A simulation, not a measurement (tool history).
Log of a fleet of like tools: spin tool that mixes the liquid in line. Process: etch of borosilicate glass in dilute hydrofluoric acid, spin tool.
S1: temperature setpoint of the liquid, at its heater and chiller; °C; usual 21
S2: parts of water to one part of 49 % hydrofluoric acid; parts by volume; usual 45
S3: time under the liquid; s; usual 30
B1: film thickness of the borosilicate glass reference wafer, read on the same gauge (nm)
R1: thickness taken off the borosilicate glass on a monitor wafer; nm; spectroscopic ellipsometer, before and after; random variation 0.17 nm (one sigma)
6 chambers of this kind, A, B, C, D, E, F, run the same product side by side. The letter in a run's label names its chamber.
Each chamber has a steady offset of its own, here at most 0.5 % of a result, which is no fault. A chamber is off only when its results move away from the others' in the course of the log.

run,hour,S1,S2,S3,B1,R1
1E,9.8,21,45,30,109.99,27.565
2F,16.4,21,45,30,110.02,27.753
# hour 18.3: chamber C: thermometer replaced
3B,23.1,21,45,30,110.02,27.502
4A,30.8,21,45,30,110.01,27.659
5D,35.8,21,45,30,110.01,27.240
6C,43.8,21,45,30,109.99,27.582
7F,50.3,21,45,30,110.03,27.432
8C,61.4,21,45,30,110.00,27.844
9A,71.3,21,45,30,110.01,27.472
10E,76.1,21,55,20,110.00,14.921
11D,87.3,21,55,20,109.98,15.043
12B,92.2,21,55,20,110.01,14.839
13A,100.2,21,55,20,109.98,14.648
14B,105.2,21,55,20,109.98,14.732
15E,114.0,21,55,20,110.00,14.887
16C,120.2,21,45,30,109.99,27.908
17D,127.7,21,45,30,110.00,27.483
18F,136.3,21,45,30,109.96,27.410
19E,143.2,21,45,30,110.00,27.955
20F,151.7,21,45,30,109.98,27.633
21D,162.4,21,45,30,110.02,27.575
22B,169.6,21,45,30,110.04,27.761
23C,178.7,21,45,30,110.00,27.949
24A,188.8,21,45,30,109.99,27.713
25B,197.8,17,45,20,109.99,15.738
26D,207.6,17,45,20,110.02,15.625
27E,216.6,17,45,20,110.00,16.128
28C,226.9,17,45,20,110.00,15.338
29F,232.3,17,45,20,110.01,15.484
30A,241.2,17,45,20,110.00,15.536
31D,248.2,21,45,30,110.01,27.771
# hour 253.0: chamber C: hydrofluoric acid flow meter replaced
32E,256.9,21,45,30,110.01,28.882
33C,264.3,21,45,30,109.99,27.825
34A,274.1,21,45,30,110.02,27.613
35B,280.3,21,45,30,109.98,27.551
36F,287.6,21,45,30,109.99,27.665
37D,294.4,21,45,30,109.99,27.598

Is one chamber off against the others, does the gauge drift, or is nothing wrong? If a chamber is off, say which, and what the likeliest cause is.

Chamber E drifts away from the others.
Cause: hydrofluoric acid flow above the setpoint (%) = 6.65.
The log may not tell that from: liquid hotter than its thermometer reads (K).

Here are 4 candidates for chamber E's next run, each the usual settings with a change, their results left as question marks. Which one brings its results back in line with what the others give on the usual settings?
In line means no further than this from the other chambers' mean on the usual settings: R1 0.600 nm
38E-1,302.4,20.5,45,30,,?
38E-2,302.4,22.5,45,30,,?
38E-3,302.4,19.5,45,30,,?
38E-4,302.4,21.5,45,30,,?

The other chambers' mean on the usual settings: R1 27.636 nm
run,R1
38E-1,29.029
38E-2,31.572
38E-3,27.828
38E-4,30.285
38E-3 brings the chamber back in line.
